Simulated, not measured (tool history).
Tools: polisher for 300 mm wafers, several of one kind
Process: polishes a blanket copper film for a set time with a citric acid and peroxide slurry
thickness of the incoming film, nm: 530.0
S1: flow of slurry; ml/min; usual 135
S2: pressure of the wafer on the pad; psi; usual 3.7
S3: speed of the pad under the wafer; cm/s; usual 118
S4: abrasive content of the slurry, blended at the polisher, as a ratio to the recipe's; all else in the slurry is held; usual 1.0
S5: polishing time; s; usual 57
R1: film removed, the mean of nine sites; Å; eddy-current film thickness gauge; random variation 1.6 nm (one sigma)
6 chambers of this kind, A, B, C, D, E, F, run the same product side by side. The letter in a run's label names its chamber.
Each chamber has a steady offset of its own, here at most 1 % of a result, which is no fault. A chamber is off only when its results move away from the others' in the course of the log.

At hour 2.9: chamber B: worn pad replaced by a new one.
At hour 10.3: chamber A: worn pad replaced by a new one.
Run 1D, hour 13.5: usual settings. Result: R1 1824.7 Å.
Run 2E, hour 29.6: usual settings. Result: R1 1884.4 Å.
Run 3C, hour 39.5: usual settings. Result: R1 1860.9 Å.
At hour 43.9: chamber C: worn pad replaced by a new one.
At hour 46.1: chamber A: slurry nozzle cleaned.
Run 4A, hour 48.8: usual settings. Result: R1 1872.6 Å.
Run 5B, hour 56.3: usual settings. Result: R1 1885.0 Å.
At hour 63.6: chamber B: slurry nozzle cleaned.
At hour 63.8: chamber E: slurry blender recalibrated.
At hour 65.9: chamber D: worn pad replaced by a new one.
Run 6F, hour 67.6: usual settings but S1 105 ml/min, S3 78 cm/s. Result: R1 1155.8 Å.
At hour 71.4: chamber B: slurry blender recalibrated.
At hour 81.6: chamber E: worn pad replaced by a new one.
Run 7D, hour 83.6: usual settings but S1 105 ml/min, S3 78 cm/s. Result: R1 1172.9 Å.
Run 8E, hour 98.2: usual settings but S1 105 ml/min, S3 78 cm/s. Result: R1 1168.8 Å.
At hour 101.3: chamber F: worn pad replaced by a new one.
Run 9B, hour 106.3: usual settings but S1 105 ml/min, S3 78 cm/s. Result: R1 1164.8 Å.
At hour 113.4: chamber C: slurry blender recalibrated.
At hour 115.0: chamber B: worn pad replaced by a new one.
Run 10A, hour 117.1: usual settings but S1 105 ml/min, S3 78 cm/s. Result: R1 1201.4 Å.
Run 11C, hour 125.0: usual settings but S1 105 ml/min, S3 78 cm/s. Result: R1 1153.8 Å.
At hour 134.1: chamber A: slurry blender recalibrated.
Run 12F, hour 137.4: usual settings. Result: R1 1825.2 Å.
At hour 140.5: chamber A: worn pad replaced by a new one.
Run 13D, hour 145.6: usual settings. Result: R1 1843.0 Å.
Run 14A, hour 152.8: usual settings but S4 1.1. Result: R1 1898.9 Å.
At hour 154.8: chamber C: worn pad replaced by a new one.
At hour 159.1: chamber D: worn pad replaced by a new one.
At hour 159.2: chamber E: slurry nozzle cleaned.
At hour 162.0: chamber A: head pressure recalibrated.
At hour 163.1: chamber D: head pressure recalibrated.
Run 15B, hour 168.5: usual settings but S4 1.1. Result: R1 1935.2 Å.
Run 16F, hour 182.7: usual settings but S4 1.1. Result: R1 1899.2 Å.
At hour 193.7: chamber E: worn pad replaced by a new one.
Run 17E, hour 199.0: usual settings but S4 1.1. Result: R1 1930.5 Å.
Run 18C, hour 212.7: usual settings but S4 1.1. Result: R1 1901.4 Å.
At hour 215.9: chamber F: worn pad replaced by a new one.
Run 19B, hour 221.2: usual settings but S4 1.1. Result: R1 1919.9 Å.
At hour 224.8: chamber B: worn pad replaced by a new one.
At hour 232.1: chamber F: slurry blender recalibrated.
Run 20D, hour 237.1: usual settings. Result: R1 2013.9 Å.
At hour 245.1: chamber C: slurry nozzle cleaned.
Run 21E, hour 245.6: usual settings. Result: R1 1853.7 Å.
At hour 250.2: chamber A: worn pad replaced by a new one.
At hour 252.4: chamber D: worn pad replaced by a new one.
At hour 254.9: chamber C: worn pad replaced by a new one.
Run 22A, hour 261.2: usual settings but S1 155 ml/min. Result: R1 1922.0 Å.
At hour 276.3: chamber C: slurry blender recalibrated.
Run 23C, hour 277.0: usual settings but S1 155 ml/min. Result: R1 1911.8 Å.
Run 24F, hour 285.6: usual settings but S1 155 ml/min. Result: R1 1932.9 Å.
Run 25E, hour 292.9: usual settings but S1 155 ml/min. Result: R1 1905.2 Å.
At hour 300.6: chamber E: worn pad replaced by a new one.
Run 26A, hour 307.6: usual settings but S1 155 ml/min. Result: R1 1925.7 Å.
Run 27D, hour 316.0: usual settings but S1 155 ml/min. Result: R1 2064.9 Å.
At hour 325.8: chamber F: worn pad replaced by a new one.
Run 28B, hour 326.0: usual settings. Result: R1 1879.4 Å.
At hour 331.0: chamber B: worn pad replaced by a new one.
At hour 334.5: chamber A: slurry blender recalibrated.
Run 29C, hour 341.3: usual settings but S2 4.2 psi, S5 43 s. Result: R1 1595.6 Å.
At hour 347.8: chamber F: slurry nozzle cleaned.
At hour 349.4: chamber D: slurry nozzle cleaned.
At hour 350.5: chamber D: worn pad replaced by a new one.
At hour 351.9: chamber B: slurry blender recalibrated.
Run 30F, hour 352.1: usual settings but S2 4.2 psi, S5 43 s. Result: R1 1581.3 Å.
At hour 356.3: chamber B: slurry nozzle cleaned.
Run 31A, hour 363.0: usual settings but S2 4.2 psi, S5 43 s. Result: R1 1602.3 Å.
At hour 367.5: chamber C: worn pad replaced by a new one.
Run 32E, hour 372.8: usual settings but S2 4.2 psi, S5 43 s. Result: R1 1585.8 Å.
Run 33C, hour 381.5: usual settings but S2 4.2 psi, S5 43 s. Result: R1 1602.0 Å.
At hour 383.3: chamber A: worn pad replaced by a new one.
Run 34B, hour 388.8: usual settings but S2 4.2 psi, S5 43 s. Result: R1 1577.8 Å.
At hour 398.4: chamber D: slurry blender recalibrated.
Run 35D, hour 400.5: usual settings. Result: R1 2015.7 Å.
At hour 403.5: chamber E: worn pad replaced by a new one.
Run 36F, hour 415.9: usual settings. Result: R1 1842.5 Å.
Run 37A, hour 430.0: usual settings. Result: R1 1861.4 Å.
Run 38D, hour 438.7: usual settings. Result: R1 1983.9 Å.
At hour 439.3: chamber C: head pressure recalibrated.
At hour 446.0: chamber E: slurry nozzle cleaned.
At hour 447.2: chamber D: worn pad replaced by a new one.
At hour 448.2: chamber B: worn pad replaced by a new one.
Run 39C, hour 448.2: usual settings. Result: R1 1836.0 Å.
At hour 455.6: chamber F: worn pad replaced by a new one.
Run 40F, hour 463.0: usual settings. Result: R1 1854.5 Å.
Run 41E, hour 471.3: usual settings. Result: R1 1854.6 Å.
Run 42B, hour 478.4: usual settings. Result: R1 1860.7 Å.
Run 43B, hour 486.6: usual settings. Result: R1 1848.5 Å.
Run 44D, hour 496.6: usual settings. Result: R1 1967.0 Å.

All 6 chambers run these settings next. Forecast each chamber's results:
Run 45A, hour 508.3: usual settings but S1 155 ml/min. Result: R1 ?.
Run 45B, hour 508.3: usual settings but S1 155 ml/min. Result: R1 ?.
Run 45C, hour 508.3: usual settings but S1 155 ml/min. Result: R1 ?.
Run 45D, hour 508.3: usual settings but S1 155 ml/min. Result: R1 ?.
Run 45E, hour 508.3: usual settings but S1 155 ml/min. Result: R1 ?.
Run 45F, hour 508.3: usual settings but S1 155 ml/min. Result: R1 ?.

run      R1
45A  1915.2
45B  1930.7
45C  1918.6
45D  2036.5
45E  1943.5
45F  1917.7

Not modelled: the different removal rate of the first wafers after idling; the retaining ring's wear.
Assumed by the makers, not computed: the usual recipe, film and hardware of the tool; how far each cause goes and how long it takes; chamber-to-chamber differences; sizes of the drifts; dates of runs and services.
